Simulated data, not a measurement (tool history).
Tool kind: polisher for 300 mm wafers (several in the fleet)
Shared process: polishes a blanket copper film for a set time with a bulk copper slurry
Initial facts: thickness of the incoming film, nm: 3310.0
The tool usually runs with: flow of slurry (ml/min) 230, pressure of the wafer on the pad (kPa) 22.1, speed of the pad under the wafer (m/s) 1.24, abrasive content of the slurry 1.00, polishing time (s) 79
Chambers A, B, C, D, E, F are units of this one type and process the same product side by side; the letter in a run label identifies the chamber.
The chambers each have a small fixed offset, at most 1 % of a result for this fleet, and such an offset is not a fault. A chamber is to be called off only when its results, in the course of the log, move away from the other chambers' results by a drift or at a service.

run	hour	flow of slurry (ml/min)	pressure of the wafer on the pad (kPa)	speed of the pad under the wafer (m/s)	abrasive content of the slurry	polishing time (s)	film removed (Å)
1C	4.2	230	22.1	1.24	1.00	79	9577.6
2B	6.4	230	22.1	1.24	1.00	79	9519.5
3A	9.6	230	22.1	1.24	1.00	79	9588.1
# hour 12.5: chamber C: worn pad replaced by a new one
4F	13.1	230	22.1	1.24	1.00	79	9439.4
# hour 13.8: chamber B: worn pad replaced by a new one
5E	15.0	230	16.5	1.24	1.00	79	7069.2
# hour 16.0: chamber D: worn pad replaced by a new one
# hour 17.4: chamber A: slurry blender recalibrated
6D	18.0	230	16.5	1.24	1.00	79	7145.1
7C	20.2	230	16.5	1.24	1.00	79	7202.8
# hour 21.4: chamber F: worn pad replaced by a new one
# hour 21.9: chamber A: worn pad replaced by a new one
8B	23.1	230	16.5	1.24	1.00	79	7020.4
9E	25.7	230	16.5	1.24	1.00	79	7315.9
10D	27.9	230	16.5	1.24	1.00	79	7133.3
11A	30.8	230	22.1	1.24	1.00	79	9560.5
# hour 31.9: chamber D: slurry blender recalibrated
12F	33.7	230	22.1	1.24	1.00	79	9629.3
13A	36.6	230	22.1	1.24	1.00	79	9530.3
14F	39.6	230	22.1	1.24	1.00	79	9677.1
15E	43.4	300	15.2	1.24	1.00	79	6660.8
16D	46.3	300	15.2	1.24	1.00	79	6827.8
17C	49.0	300	15.2	1.24	1.00	79	6699.6
18B	51.7	300	15.2	1.24	1.00	79	6743.3
# hour 54.5: chamber A: head pressure recalibrated
19B	55.9	300	15.2	1.24	1.00	79	6676.7
# hour 56.3: chamber C: slurry blender recalibrated
20F	58.6	300	15.2	1.24	1.00	79	6858.9
21C	60.6	230	29.6	1.24	1.00	53	8779.3
22D	64.1	230	29.6	1.24	1.00	53	8646.4
23A	66.9	230	29.6	1.24	1.00	53	8511.0
# hour 69.3: chamber C: head pressure recalibrated
24E	70.6	230	29.6	1.24	1.00	53	8552.9
# hour 71.1: chamber E: head pressure recalibrated
25E	74.2	230	29.6	1.24	1.00	53	8641.4
26F	76.5	230	29.6	1.24	1.00	53	8630.3
27B	78.8	230	27.6	1.24	1.00	79	11750.0
28D	81.2	230	27.6	1.24	1.00	79	12019.0
29C	85.5	230	27.6	1.24	1.00	79	12111.0
30A	89.2	230	27.6	1.24	1.00	79	12067.0
31D	91.6	230	27.6	1.24	1.00	79	12092.0
32E	94.6	230	27.6	1.24	1.00	79	12024.0
33F	96.6	230	22.1	1.24	1.00	79	9488.2
34B	100.5	230	22.1	1.24	1.00	79	9272.4
35A	102.8	230	22.1	1.24	1.00	79	9475.5
36C	106.3	230	22.1	1.24	1.00	79	9466.2
37E	110.2	230	22.1	1.24	1.00	79	9510.3
38A	113.5	230	22.1	1.24	1.00	79	9524.5
39C	116.8	230	22.1	1.24	1.00	79	9586.0
40B	121.0	230	22.1	1.24	1.15	79	9647.6
# hour 122.8: chamber F: worn pad replaced by a new one
41F	123.7	230	22.1	1.24	1.15	79	9784.6
42D	125.5	230	22.1	1.24	1.15	79	10075.0
43A	129.1	230	22.1	1.24	1.15	79	9947.5
44B	131.7	230	22.1	1.24	1.15	79	9712.6

The same settings go to every chamber for the next run, one line per chamber below. Forecast the results for each:
45A	134.8	230	22.1	1.00	1.00	79	?
45B	134.8	230	22.1	1.00	1.00	79	?
45C	134.8	230	22.1	1.00	1.00	79	?
45D	134.8	230	22.1	1.00	1.00	79	?
45E	134.8	230	22.1	1.00	1.00	79	?
45F	134.8	230	22.1	1.00	1.00	79	?

run	film removed (Å)
45A	7830.4
45B	7653.7
45C	7649.1
45D	7643.9
45E	7584.0
45F	7796.9

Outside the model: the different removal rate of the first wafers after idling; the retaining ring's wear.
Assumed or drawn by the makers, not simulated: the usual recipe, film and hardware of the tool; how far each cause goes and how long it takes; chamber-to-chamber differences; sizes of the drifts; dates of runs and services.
